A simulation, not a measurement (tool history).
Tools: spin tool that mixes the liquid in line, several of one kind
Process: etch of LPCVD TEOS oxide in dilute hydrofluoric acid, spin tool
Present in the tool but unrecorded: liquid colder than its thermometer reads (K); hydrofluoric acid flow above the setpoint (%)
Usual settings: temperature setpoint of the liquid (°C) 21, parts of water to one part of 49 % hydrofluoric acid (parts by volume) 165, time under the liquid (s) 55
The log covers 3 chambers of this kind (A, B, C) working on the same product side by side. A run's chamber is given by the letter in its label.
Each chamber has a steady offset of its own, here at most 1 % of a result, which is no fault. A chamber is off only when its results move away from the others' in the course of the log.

run,hour,temperature setpoint of the liquid (°C),parts of water to one part of 49 % hydrofluoric acid (parts by volume),time under the liquid (s),hours since the thermometer was replaced,hours since the hydrofluoric acid flow meter was replaced,"read-back film thickness of the LPCVD TEOS oxide reference wafer, read on the same gauge (nm)",thickness taken off the LPCVD TEOS oxide on a monitor wafer (nm)
1A,7.0,21,165,55,1906.1,26.9,120.01,11.238
2B,18.5,21,165,55,310.8,552.1,120.01,11.097
3C,28.8,21,165,55,1429.5,441.4,120.03,11.038
4B,36.7,21,165,55,329.0,570.3,120.03,11.262
5C,43.5,21,165,55,1444.2,456.1,120.03,11.148
6A,50.9,21,165,55,1950.0,70.8,119.97,11.045
7B,60.5,21,165,55,352.8,594.1,120.03,10.912
8C,67.3,21,165,55,1468.0,479.9,120.01,11.133
9A,77.4,21,165,55,1976.5,97.3,120.02,11.093
10A,87.4,21,165,55,1986.5,107.3,120.01,10.973
11B,98.4,21,165,55,390.7,632.0,119.99,11.181
12C,108.8,21,165,55,1509.5,521.4,120.03,10.851
13B,118.1,21,165,55,410.4,651.7,120.03,10.993
14C,128.4,21,165,55,1529.1,541.0,120.02,10.938
15A,141.7,21,165,55,2040.8,161.6,120.03,11.070
16C,151.4,21,165,55,1552.1,564.0,119.99,10.655
17A,159.4,21,165,55,2058.5,179.3,120.01,11.132
18B,170.9,21,165,55,463.2,704.5,120.03,11.102
19A,182.0,21,165,55,2081.1,201.9,119.97,11.229
20C,189.2,21,165,55,1589.9,601.8,119.98,10.361
21B,195.0,21,165,55,487.3,728.6,120.00,11.123

The same settings go to every chamber for the next run, one line per chamber below. Forecast the results for each:
22A,204.4,21,165,80,,,,?
22B,204.4,21,165,80,,,,?
22C,204.4,21,165,80,,,,?

run,thickness taken off the LPCVD TEOS oxide on a monitor wafer (nm)
22A,15.970
22B,15.847
22C,15.053
